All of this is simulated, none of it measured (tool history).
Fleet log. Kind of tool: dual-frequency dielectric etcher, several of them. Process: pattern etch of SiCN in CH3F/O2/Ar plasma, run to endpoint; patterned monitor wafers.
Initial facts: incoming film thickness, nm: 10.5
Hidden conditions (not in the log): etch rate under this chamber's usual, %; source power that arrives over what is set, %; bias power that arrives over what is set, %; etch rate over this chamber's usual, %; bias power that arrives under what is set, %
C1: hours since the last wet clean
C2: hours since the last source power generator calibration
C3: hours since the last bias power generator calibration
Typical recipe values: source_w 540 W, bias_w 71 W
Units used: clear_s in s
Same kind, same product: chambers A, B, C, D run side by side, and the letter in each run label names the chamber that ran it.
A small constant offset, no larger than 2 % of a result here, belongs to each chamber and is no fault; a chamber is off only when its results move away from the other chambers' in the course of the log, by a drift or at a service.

run 1D day=0.217 | source_w=540 bias_w=71 | C1=78.1 C2=361.9 C3=662.6 | clear_s=25.722
run 2C day=0.458 | source_w=540 bias_w=71 | C1=319.9 C2=2310.1 C3=1185.0 | clear_s=25.177
run 3A day=0.650 | source_w=540 bias_w=71 | C1=164.4 C2=2624.6 C3=1424.2 | clear_s=25.224
run 4B day=1.067 | source_w=540 bias_w=71 | C1=126.6 C2=2271.9 C3=417.7 | clear_s=25.066
run 5B day=1.300 | source_w=540 bias_w=71 | C1=132.2 C2=2277.5 C3=423.3 | clear_s=24.927
run 6C day=1.621 | source_w=540 bias_w=71 | C1=347.8 C2=2338.0 C3=1212.9 | clear_s=25.200
run 7A day=1.912 | source_w=540 bias_w=71 | C1=194.7 C2=2654.9 C3=1454.5 | clear_s=25.138
-- day=2.012 chamber A: source power generator calibrated
run 8D day=2.333 | source_w=540 bias_w=71 | C1=128.9 C2=412.7 C3=713.4 | clear_s=25.440
run 9A day=2.662 | source_w=540 bias_w=71 | C1=212.7 C2=15.6 C3=1472.5 | clear_s=25.377
run 10C day=2.888 | source_w=540 bias_w=71 | C1=378.2 C2=2368.4 C3=1243.3 | clear_s=25.078
run 11D day=3.071 | source_w=540 bias_w=71 | C1=146.6 C2=430.4 C3=731.1 | clear_s=25.517
run 12B day=3.483 | source_w=540 bias_w=71 | C1=184.6 C2=2329.9 C3=475.7 | clear_s=25.214
run 13D day=3.875 | source_w=540 bias_w=71 | C1=165.9 C2=449.7 C3=750.4 | clear_s=25.680
run 14A day=4.271 | source_w=540 bias_w=71 | C1=251.3 C2=54.2 C3=1511.1 | clear_s=25.423
run 15B day=4.612 | source_w=540 bias_w=71 | C1=211.7 C2=2357.0 C3=502.8 | clear_s=25.172
run 16C day=5.025 | source_w=540 bias_w=71 | C1=429.5 C2=2419.7 C3=1294.6 | clear_s=25.159
run 17B day=5.425 | source_w=540 bias_w=71 | C1=231.2 C2=2376.5 C3=522.3 | clear_s=25.092
run 18C day=5.704 | source_w=650 bias_w=62 | C1=445.8 C2=2436.0 C3=1310.9 | clear_s=24.509
run 19D day=6.054 | source_w=650 bias_w=62 | C1=218.2 C2=502.0 C3=802.7 | clear_s=24.907
run 20A day=6.375 | source_w=650 bias_w=62 | C1=301.8 C2=104.7 C3=1561.6 | clear_s=24.818
run 21B day=6.646 | source_w=650 bias_w=62 | C1=260.5 C2=2405.8 C3=551.6 | clear_s=24.521
run 22D day=6.912 | source_w=540 bias_w=71 | C1=238.8 C2=522.6 C3=823.3 | clear_s=25.519
-- day=7.179 chamber C: wet clean of the chamber
run 23A day=7.329 | source_w=580 bias_w=79 | C1=324.7 C2=127.6 C3=1584.5 | clear_s=24.075
run 24C day=7.596 | source_w=580 bias_w=79 | C1=10.0 C2=2481.4 C3=1356.3 | clear_s=23.550
run 25A day=8.012 | source_w=580 bias_w=79 | C1=341.1 C2=144.0 C3=1600.9 | clear_s=24.111
run 26B day=8.412 | source_w=580 bias_w=79 | C1=302.9 C2=2448.2 C3=594.0 | clear_s=23.770
run 27C day=8.767 | source_w=540 bias_w=71 | C1=38.1 C2=2509.5 C3=1384.4 | clear_s=25.278
run 28D day=9.025 | source_w=540 bias_w=71 | C1=289.5 C2=573.3 C3=874.0 | clear_s=25.871
run 29A day=9.296 | source_w=540 bias_w=71 | C1=371.9 C2=174.8 C3=1631.7 | clear_s=26.130
run 30D day=9.550 | source_w=540 bias_w=71 | C1=302.1 C2=585.9 C3=886.6 | clear_s=25.456
run 31C day=9.938 | source_w=540 bias_w=62 | C1=66.2 C2=2537.6 C3=1412.5 | clear_s=26.007
run 32B day=10.296 | source_w=540 bias_w=62 | C1=348.1 C2=2493.4 C3=639.2 | clear_s=26.444
run 33A day=10.604 | source_w=540 bias_w=62 | C1=403.3 C2=206.2 C3=1663.1 | clear_s=27.654
run 34B day=10.796 | source_w=540 bias_w=62 | C1=360.1 C2=2505.4 C3=651.2 | clear_s=26.408
run 35D day=11.212 | source_w=540 bias_w=71 | C1=342.0 C2=625.8 C3=926.5 | clear_s=25.890
run 36C day=11.517 | source_w=540 bias_w=71 | C1=104.1 C2=2575.5 C3=1450.4 | clear_s=25.150
run 37B day=11.929 | source_w=660 bias_w=71 | C1=387.3 C2=2532.6 C3=678.4 | clear_s=23.241
run 38D day=12.117 | source_w=660 bias_w=71 | C1=363.7 C2=647.5 C3=948.2 | clear_s=23.564
run 39C day=12.333 | source_w=660 bias_w=71 | C1=123.7 C2=2595.1 C3=1470.0 | clear_s=23.396
run 40A day=12.562 | source_w=660 bias_w=71 | C1=450.3 C2=253.2 C3=1710.1 | clear_s=24.524
run 41D day=12.942 | source_w=540 bias_w=71 | C1=383.5 C2=667.3 C3=968.0 | clear_s=25.717
run 42B day=13.175 | source_w=470 bias_w=60 | C1=417.2 C2=2562.5 C3=708.3 | clear_s=27.973

Does one chamber stand apart from the rest, does the shared gauge drift, or is all well apart from small per-chamber offsets? Give the chamber and the most likely cause, where there is one.

It is chamber A that slowly wanders off from its peers.
Likeliest cause: etch rate under this chamber's usual, % = 5.2.

Below are 4 candidate recipes for chamber A's next run, each the usual settings with a change, their results shown as question marks. Which of them brings A's results back in line with what the other chambers give on the usual settings?
In line here means within this much of the mean the other chambers give on the usual settings: clear_s 0.470 s
run 43A-1 day=13.483 | source_w=540 bias_w=60 | clear_s=?
run 43A-2 day=13.483 | source_w=580 bias_w=76 | clear_s=?
run 43A-3 day=13.483 | source_w=560 bias_w=73 | clear_s=?
run 43A-4 day=13.483 | source_w=520 bias_w=69 | clear_s=?

Mean of the other chambers on the usual settings: clear_s 25.249 s
run=43A-1 clear_s=28.235
run=43A-2 clear_s=25.387
run=43A-3 clear_s=26.084
run=43A-4 clear_s=27.348
43A-2 puts the chamber back in line with the other chambers.
